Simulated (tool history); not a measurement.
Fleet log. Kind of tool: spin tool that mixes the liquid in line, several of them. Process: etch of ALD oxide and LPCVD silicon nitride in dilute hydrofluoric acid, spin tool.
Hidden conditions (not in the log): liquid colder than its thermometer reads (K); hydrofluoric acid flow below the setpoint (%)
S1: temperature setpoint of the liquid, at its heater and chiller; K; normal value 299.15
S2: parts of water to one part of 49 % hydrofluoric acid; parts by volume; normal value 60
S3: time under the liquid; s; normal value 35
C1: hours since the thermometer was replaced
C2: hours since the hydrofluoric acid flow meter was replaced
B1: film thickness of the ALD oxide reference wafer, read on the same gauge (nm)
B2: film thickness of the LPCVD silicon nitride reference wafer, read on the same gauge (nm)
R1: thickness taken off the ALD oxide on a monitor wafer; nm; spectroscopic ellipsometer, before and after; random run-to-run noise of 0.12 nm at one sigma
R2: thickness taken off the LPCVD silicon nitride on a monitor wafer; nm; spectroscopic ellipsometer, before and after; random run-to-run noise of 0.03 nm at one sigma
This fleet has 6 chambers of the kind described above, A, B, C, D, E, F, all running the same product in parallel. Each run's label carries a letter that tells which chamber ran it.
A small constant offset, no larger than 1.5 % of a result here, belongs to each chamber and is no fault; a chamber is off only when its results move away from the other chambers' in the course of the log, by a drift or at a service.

run 1F day=0.179 | S1=299.15 S2=60 S3=35 | C1=714.4 C2=512.3 | B1=59.994 B2=40.016 | R1=17.917 R2=0.36393
-- day=0.217 chamber A: thermometer replaced
run 2B day=0.388 | S1=299.15 S2=60 S3=35 | C1=63.4 C2=1981.6 | B1=59.972 B2=40.025 | R1=17.902 R2=0.33559
run 3D day=0.579 | S1=299.15 S2=60 S3=35 | C1=783.6 C2=1255.6 | B1=59.976 B2=39.980 | R1=17.943 R2=0.32387
run 4A day=0.692 | S1=299.15 S2=60 S3=35 | C1=11.5 C2=570.1 | B1=60.015 B2=39.991 | R1=18.278 R2=0.34530
-- day=0.858 chamber D: hydrofluoric acid flow meter replaced
run 5C day=0.862 | S1=299.15 S2=60 S3=35 | C1=1121.3 C2=51.0 | B1=60.025 B2=40.006 | R1=17.870 R2=0.28065
run 6E day=1.017 | S1=303.15 S2=80 S3=35 | C1=414.5 C2=776.6 | B1=60.050 B2=40.000 | R1=15.321 R2=0.33592
run 7D day=1.200 | S1=303.15 S2=80 S3=35 | C1=798.5 C2=8.2 | B1=59.994 B2=40.005 | R1=15.166 R2=0.29625
run 8F day=1.321 | S1=303.15 S2=80 S3=35 | C1=741.8 C2=539.7 | B1=59.997 B2=40.023 | R1=15.367 R2=0.31326
run 9E day=1.488 | S1=303.15 S2=80 S3=35 | C1=425.8 C2=787.9 | B1=59.966 B2=39.972 | R1=15.385 R2=0.37166
run 10B day=1.692 | S1=303.15 S2=80 S3=35 | C1=94.7 C2=2012.9 | B1=59.992 B2=39.992 | R1=15.085 R2=0.38147
run 11A day=1.892 | S1=303.15 S2=80 S3=35 | C1=40.3 C2=598.9 | B1=59.977 B2=39.974 | R1=15.383 R2=0.32858
run 12C day=2.092 | S1=299.15 S2=60 S3=35 | C1=1150.8 C2=80.5 | B1=59.988 B2=40.015 | R1=17.535 R2=0.32200
run 13D day=2.183 | S1=299.15 S2=60 S3=35 | C1=822.1 C2=31.8 | B1=60.045 B2=39.995 | R1=17.958 R2=0.29074
run 14F day=2.312 | S1=299.15 S2=60 S3=35 | C1=765.6 C2=563.5 | B1=60.028 B2=40.008 | R1=18.124 R2=0.33924
run 15B day=2.412 | S1=299.15 S2=60 S3=35 | C1=112.0 C2=2030.2 | B1=59.946 B2=39.992 | R1=17.850 R2=0.37469
run 16A day=2.554 | S1=299.15 S2=60 S3=35 | C1=56.2 C2=614.8 | B1=59.978 B2=39.996 | R1=18.424 R2=0.30789
run 17C day=2.738 | S1=299.15 S2=60 S3=35 | C1=1166.3 C2=96.0 | B1=59.977 B2=40.020 | R1=17.582 R2=0.27189
run 18E day=2.854 | S1=299.15 S2=60 S3=35 | C1=458.6 C2=820.7 | B1=60.004 B2=39.983 | R1=17.968 R2=0.29513
-- day=2.879 chamber B: hydrofluoric acid flow meter replaced
run 19A day=3.058 | S1=299.15 S2=60 S3=35 | C1=68.3 C2=626.9 | B1=60.012 B2=39.988 | R1=18.233 R2=0.29270
run 20F day=3.150 | S1=299.15 S2=60 S3=35 | C1=785.7 C2=583.6 | B1=60.006 B2=39.972 | R1=17.671 R2=0.35989
run 21C day=3.283 | S1=299.15 S2=60 S3=35 | C1=1179.4 C2=109.1 | B1=59.993 B2=39.996 | R1=17.162 R2=0.31680
run 22B day=3.383 | S1=299.15 S2=60 S3=35 | C1=135.3 C2=12.2 | B1=59.980 B2=39.968 | R1=17.791 R2=0.34354
run 23E day=3.496 | S1=299.15 S2=60 S3=35 | C1=474.0 C2=836.1 | B1=60.015 B2=40.012 | R1=18.036 R2=0.31364
run 24D day=3.654 | S1=299.15 S2=60 S3=35 | C1=857.4 C2=67.1 | B1=59.969 B2=39.997 | R1=17.720 R2=0.30581
run 25A day=3.825 | S1=299.15 S2=60 S3=35 | C1=86.7 C2=645.3 | B1=60.011 B2=40.012 | R1=18.116 R2=0.33670
-- day=3.971 chamber D: thermometer replaced
run 26C day=4.004 | S1=299.15 S2=60 S3=35 | C1=1196.7 C2=126.4 | B1=60.005 B2=40.019 | R1=17.112 R2=0.28979
run 27F day=4.212 | S1=299.15 S2=60 S3=35 | C1=811.2 C2=609.1 | B1=60.015 B2=40.017 | R1=18.090 R2=0.32304
run 28D day=4.325 | S1=299.15 S2=45 S3=50 | C1=8.6 C2=83.2 | B1=60.005 B2=39.957 | R1=34.872 R2=0.58693
run 29B day=4.471 | S1=299.15 S2=45 S3=50 | C1=161.4 C2=38.3 | B1=60.001 B2=40.014 | R1=34.908 R2=0.67290
run 30E day=4.600 | S1=299.15 S2=45 S3=50 | C1=500.5 C2=862.6 | B1=60.016 B2=40.007 | R1=35.104 R2=0.71912
run 31F day=4.796 | S1=299.15 S2=45 S3=50 | C1=825.2 C2=623.1 | B1=59.994 B2=40.007 | R1=34.569 R2=0.67723
run 32E day=4.892 | S1=299.15 S2=45 S3=50 | C1=507.5 C2=869.6 | B1=59.997 B2=40.004 | R1=34.803 R2=0.59678
run 33D day=5.092 | S1=299.15 S2=45 S3=50 | C1=27.0 C2=101.6 | B1=59.990 B2=40.005 | R1=34.425 R2=0.62594
run 34B day=5.183 | S1=299.15 S2=60 S3=35 | C1=178.5 C2=55.4 | B1=59.996 B2=40.013 | R1=17.988 R2=0.26530
run 35A day=5.371 | S1=299.15 S2=60 S3=35 | C1=123.8 C2=682.4 | B1=59.956 B2=40.010 | R1=18.030 R2=0.30615
run 36C day=5.558 | S1=299.15 S2=60 S3=35 | C1=1234.0 C2=163.7 | B1=59.998 B2=40.024 | R1=16.684 R2=0.27871
run 37F day=5.675 | S1=299.15 S2=60 S3=35 | C1=846.3 C2=644.2 | B1=60.019 B2=39.986 | R1=17.893 R2=0.30297
run 38D day=5.775 | S1=299.15 S2=60 S3=35 | C1=43.4 C2=118.0 | B1=59.978 B2=39.984 | R1=17.940 R2=0.27400
run 39E day=5.988 | S1=299.15 S2=60 S3=35 | C1=533.8 C2=895.9 | B1=59.987 B2=40.018 | R1=17.831 R2=0.33853
-- day=6.054 chamber A: hydrofluoric acid flow meter replaced
run 40B day=6.175 | S1=299.15 S2=60 S3=35 | C1=202.3 C2=79.2 | B1=59.997 B2=40.019 | R1=17.940 R2=0.27309
run 41C day=6.292 | S1=299.15 S2=60 S3=45 | C1=1251.6 C2=181.3 | B1=60.018 B2=39.995 | R1=21.155 R2=0.36683
run 42A day=6.454 | S1=299.15 S2=60 S3=45 | C1=149.8 C2=9.7 | B1=60.000 B2=39.999 | R1=23.322 R2=0.39454
run 43E day=6.600 | S1=299.15 S2=60 S3=45 | C1=548.5 C2=910.6 | B1=60.029 B2=40.001 | R1=23.303 R2=0.48080

The same settings go to every chamber for the next run, one line per chamber below. Forecast the results for each:
run 44A day=6.754 | S1=295.65 S2=60 S3=35 | R1=? R2=?
run 44B day=6.754 | S1=295.65 S2=60 S3=35 | R1=? R2=?
run 44C day=6.754 | S1=295.65 S2=60 S3=35 | R1=? R2=?
run 44D day=6.754 | S1=295.65 S2=60 S3=35 | R1=? R2=?
run 44E day=6.754 | S1=295.65 S2=60 S3=35 | R1=? R2=?
run 44F day=6.754 | S1=295.65 S2=60 S3=35 | R1=? R2=?

run=44A R1=15.824 R2=0.26546
run=44B R1=15.499 R2=0.27882
run=44C R1=14.342 R2=0.24958
run=44D R1=15.559 R2=0.27004
run=44E R1=15.644 R2=0.25126
run=44F R1=15.566 R2=0.26814
